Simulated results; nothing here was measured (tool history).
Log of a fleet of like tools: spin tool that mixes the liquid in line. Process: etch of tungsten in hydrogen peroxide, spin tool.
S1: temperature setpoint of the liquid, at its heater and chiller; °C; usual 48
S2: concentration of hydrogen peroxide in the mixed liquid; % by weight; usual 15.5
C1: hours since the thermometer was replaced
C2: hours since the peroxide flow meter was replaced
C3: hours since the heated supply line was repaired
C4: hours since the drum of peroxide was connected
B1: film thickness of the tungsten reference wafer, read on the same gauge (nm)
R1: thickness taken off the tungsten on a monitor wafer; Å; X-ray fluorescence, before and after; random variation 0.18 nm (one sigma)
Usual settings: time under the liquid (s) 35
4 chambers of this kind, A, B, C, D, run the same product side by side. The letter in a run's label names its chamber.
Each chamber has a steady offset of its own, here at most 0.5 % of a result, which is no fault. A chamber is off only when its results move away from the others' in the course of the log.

{"hour": 11.3, "done": "chamber A: peroxide flow meter replaced"}
{"run": "1C", "hour": 12.1, "S1": 48, "S2": 15.5, "time under the liquid (s)": 35, "C1": 624.9, "C2": 446.7, "C3": 593.4, "C4": 1062.3, "B1": 69.988, "R1": 317.8}
{"run": "2B", "hour": 20.6, "S1": 48, "S2": 15.5, "time under the liquid (s)": 35, "C1": 1776.8, "C2": 1102.6, "C3": 1245.8, "C4": 134.8, "B1": 70.012, "R1": 317.82}
{"run": "3A", "hour": 30.4, "S1": 48, "S2": 15.5, "time under the liquid (s)": 35, "C1": 807.7, "C2": 19.2, "C3": 1136.2, "C4": 717.2, "B1": 69.978, "R1": 323.67}
{"run": "4D", "hour": 35.8, "S1": 48, "S2": 15.5, "time under the liquid (s)": 35, "C1": 577.4, "C2": 389.0, "C3": 180.1, "C4": 159.0, "B1": 70.02, "R1": 317.22}
{"run": "5C", "hour": 48.2, "S1": 48, "S2": 15.5, "time under the liquid (s)": 35, "C1": 661.0, "C2": 482.8, "C3": 629.5, "C4": 1098.4, "B1": 70.012, "R1": 317.98}
{"run": "6A", "hour": 57.3, "S1": 48, "S2": 15.5, "time under the liquid (s)": 35, "C1": 834.6, "C2": 46.1, "C3": 1163.1, "C4": 744.1, "B1": 70.035, "R1": 321.68}
{"run": "7B", "hour": 67.3, "S1": 55, "S2": 12.5, "time under the liquid (s)": 35, "C1": 1823.5, "C2": 1149.3, "C3": 1292.5, "C4": 181.5, "B1": 69.985, "R1": 435.51}
{"run": "8D", "hour": 79.3, "S1": 55, "S2": 12.5, "time under the liquid (s)": 35, "C1": 620.9, "C2": 432.5, "C3": 223.6, "C4": 202.5, "B1": 70.003, "R1": 437.57}
{"run": "9B", "hour": 91.4, "S1": 55, "S2": 12.5, "time under the liquid (s)": 35, "C1": 1847.6, "C2": 1173.4, "C3": 1316.6, "C4": 205.6, "B1": 69.975, "R1": 439.26}
{"hour": 94.3, "done": "chamber C: peroxide flow meter replaced"}
{"run": "10D", "hour": 101.7, "S1": 55, "S2": 12.5, "time under the liquid (s)": 35, "C1": 643.3, "C2": 454.9, "C3": 246.0, "C4": 224.9, "B1": 69.979, "R1": 441.6}
{"run": "11A", "hour": 107.5, "S1": 48, "S2": 15.5, "time under the liquid (s)": 35, "C1": 884.8, "C2": 96.3, "C3": 1213.3, "C4": 794.3, "B1": 69.989, "R1": 321.9}
{"run": "12C", "hour": 117.9, "S1": 43, "S2": 15.5, "time under the liquid (s)": 50, "C1": 730.7, "C2": 23.6, "C3": 699.2, "C4": 1168.1, "B1": 69.984, "R1": 334.01}
{"run": "13B", "hour": 126.4, "S1": 43, "S2": 15.5, "time under the liquid (s)": 50, "C1": 1882.6, "C2": 1208.4, "C3": 1351.6, "C4": 240.6, "B1": 69.988, "R1": 329.48}
{"run": "14C", "hour": 135.8, "S1": 43, "S2": 15.5, "time under the liquid (s)": 50, "C1": 748.6, "C2": 41.5, "C3": 717.1, "C4": 1186.0, "B1": 70.003, "R1": 326.59}
{"run": "15D", "hour": 141.6, "S1": 43, "S2": 15.5, "time under the liquid (s)": 50, "C1": 683.2, "C2": 494.8, "C3": 285.9, "C4": 264.8, "B1": 69.986, "R1": 336.27}
{"run": "16A", "hour": 147.3, "S1": 48, "S2": 15.5, "time under the liquid (s)": 35, "C1": 924.6, "C2": 136.1, "C3": 1253.1, "C4": 834.1, "B1": 69.989, "R1": 320.47}
{"run": "17A", "hour": 152.9, "S1": 48, "S2": 15.5, "time under the liquid (s)": 35, "C1": 930.2, "C2": 141.7, "C3": 1258.7, "C4": 839.7, "B1": 70.021, "R1": 323.21}
{"run": "18C", "hour": 163.7, "S1": 48, "S2": 15.5, "time under the liquid (s)": 35, "C1": 776.5, "C2": 69.4, "C3": 745.0, "C4": 1213.9, "B1": 69.993, "R1": 317.85}
{"run": "19D", "hour": 174.9, "S1": 48, "S2": 15.5, "time under the liquid (s)": 35, "C1": 716.5, "C2": 528.1, "C3": 319.2, "C4": 298.1, "B1": 70.008, "R1": 320.12}
{"run": "20B", "hour": 185.3, "S1": 48, "S2": 15.5, "time under the liquid (s)": 35, "C1": 1941.5, "C2": 1267.3, "C3": 1410.5, "C4": 299.5, "B1": 70.006, "R1": 320.07}
{"run": "21B", "hour": 190.8, "S1": 48, "S2": 15.5, "time under the liquid (s)": 35, "C1": 1947.0, "C2": 1272.8, "C3": 1416.0, "C4": 305.0, "B1": 70.017, "R1": 316.21}
{"run": "22A", "hour": 201.3, "S1": 48, "S2": 15.5, "time under the liquid (s)": 35, "C1": 978.6, "C2": 190.1, "C3": 1307.1, "C4": 888.1, "B1": 70.0, "R1": 316.88}
{"run": "23D", "hour": 207.3, "S1": 48, "S2": 15.5, "time under the liquid (s)": 35, "C1": 748.9, "C2": 560.5, "C3": 351.6, "C4": 330.5, "B1": 69.989, "R1": 319.59}
{"hour": 209.1, "done": "chamber C: new drum of peroxide connected"}
{"run": "24C", "hour": 217.0, "S1": 48, "S2": 15.5, "time under the liquid (s)": 35, "C1": 829.8, "C2": 122.7, "C3": 798.3, "C4": 7.9, "B1": 70.04, "R1": 318.35}
{"hour": 218.0, "done": "chamber C: heated supply line repaired"}
{"run": "25A", "hour": 225.9, "S1": 48, "S2": 15.5, "time under the liquid (s)": 35, "C1": 1003.2, "C2": 214.7, "C3": 1331.7, "C4": 912.7, "B1": 70.043, "R1": 314.04}
{"run": "26D", "hour": 233.5, "S1": 48, "S2": 15.5, "time under the liquid (s)": 35, "C1": 775.1, "C2": 586.7, "C3": 377.8, "C4": 356.7, "B1": 70.002, "R1": 316.89}
{"run": "27B", "hour": 243.7, "S1": 48, "S2": 15.5, "time under the liquid (s)": 35, "C1": 1999.9, "C2": 1325.7, "C3": 1468.9, "C4": 357.9, "B1": 70.017, "R1": 318.59}
{"run": "28C", "hour": 253.9, "S1": 48, "S2": 15.5, "time under the liquid (s)": 35, "C1": 866.7, "C2": 159.6, "C3": 36.0, "C4": 44.8, "B1": 69.989, "R1": 319.02}
{"run": "29A", "hour": 265.7, "S1": 48, "S2": 15.5, "time under the liquid (s)": 35, "C1": 1043.0, "C2": 254.5, "C3": 1371.5, "C4": 952.5, "B1": 70.003, "R1": 308.59}
{"run": "30B", "hour": 271.5, "S1": 48, "S2": 15.5, "time under the liquid (s)": 35, "C1": 2027.7, "C2": 1353.5, "C3": 1496.7, "C4": 385.7, "B1": 70.015, "R1": 319.1}
{"run": "31D", "hour": 281.4, "S1": 48, "S2": 15.5, "time under the liquid (s)": 35, "C1": 823.0, "C2": 634.6, "C3": 425.7, "C4": 404.6, "B1": 69.977, "R1": 319.16}
{"run": "32C", "hour": 289.5, "S1": 48, "S2": 15.5, "time under the liquid (s)": 35, "C1": 902.3, "C2": 195.2, "C3": 71.6, "C4": 80.4, "B1": 69.993, "R1": 318.87}
{"run": "33B", "hour": 296.3, "S1": 48, "S2": 15.5, "time under the liquid (s)": 35, "C1": 2052.5, "C2": 1378.3, "C3": 1521.5, "C4": 410.5, "B1": 69.99, "R1": 320.63}
{"run": "34C", "hour": 303.7, "S1": 48, "S2": 15.5, "time under the liquid (s)": 35, "C1": 916.5, "C2": 209.4, "C3": 85.8, "C4": 94.6, "B1": 69.992, "R1": 316.17}
{"run": "35A", "hour": 313.2, "S1": 48, "S2": 15.5, "time under the liquid (s)": 35, "C1": 1090.5, "C2": 302.0, "C3": 1419.0, "C4": 1000.0, "B1": 69.997, "R1": 307.88}
{"run": "36D", "hour": 319.3, "S1": 48, "S2": 15.5, "time under the liquid (s)": 35, "C1": 860.9, "C2": 672.5, "C3": 463.6, "C4": 442.5, "B1": 70.016, "R1": 318.94}
{"run": "37D", "hour": 328.0, "S1": 48, "S2": 15.5, "time under the liquid (s)": 50, "C1": 869.6, "C2": 681.2, "C3": 472.3, "C4": 451.2, "B1": 70.025, "R1": 461.37}
{"run": "38B", "hour": 339.4, "S1": 48, "S2": 15.5, "time under the liquid (s)": 50, "C1": 2095.6, "C2": 1421.4, "C3": 1564.6, "C4": 453.6, "B1": 70.017, "R1": 456.06}
{"run": "39A", "hour": 345.3, "S1": 48, "S2": 15.5, "time under the liquid (s)": 50, "C1": 1122.6, "C2": 334.1, "C3": 1451.1, "C4": 1032.1, "B1": 70.023, "R1": 438.79}
{"hour": 352.7, "done": "chamber B: new drum of peroxide connected"}
{"run": "40C", "hour": 354.0, "S1": 48, "S2": 15.5, "time under the liquid (s)": 50, "C1": 966.8, "C2": 259.7, "C3": 136.1, "C4": 144.9, "B1": 69.965, "R1": 456.03}
{"run": "41B", "hour": 360.1, "S1": 48, "S2": 15.5, "time under the liquid (s)": 35, "C1": 2116.3, "C2": 1442.1, "C3": 1585.3, "C4": 7.4, "B1": 70.005, "R1": 321.7}
{"run": "42D", "hour": 368.2, "S1": 48, "S2": 15.5, "time under the liquid (s)": 35, "C1": 909.8, "C2": 721.4, "C3": 512.5, "C4": 491.4, "B1": 70.018, "R1": 319.98}

Is one chamber off against the others, does the gauge drift, or is nothing wrong? If a chamber is off, say which, and what the likeliest cause is.

Chamber A drifts away from the others.
Cause: liquid colder than its thermometer reads (K) = 0.873.
The log may not tell that from: peroxide flow below the setpoint (%); temperature lost on the way to the wafer (K).

Here are 4 candidates for chamber A's next run, each the usual settings with a change, their results left as question marks. Which one brings its results back in line with what the others give on the usual settings?
In line means no further than this from the other chambers' mean on the usual settings: R1 6.40 Å
{"run": "43A-1", "hour": 377.1, "S1": 48, "S2": 14.0, "time under the liquid (s)": 35, "R1": "?"}
{"run": "43A-2", "hour": 377.1, "S1": 48, "S2": 12.5, "time under the liquid (s)": 35, "R1": "?"}
{"run": "43A-3", "hour": 377.1, "S1": 48, "S2": 19.0, "time under the liquid (s)": 35, "R1": "?"}
{"run": "43A-4", "hour": 377.1, "S1": 48, "S2": 17.0, "time under the liquid (s)": 35, "R1": "?"}

The other chambers' mean on the usual settings: R1 318.58 Å
run=43A-1 R1=288.39
run=43A-2 R1=272.77
run=43A-3 R1=335.23
run=43A-4 R1=317.32
43A-4 brings the chamber back in line.
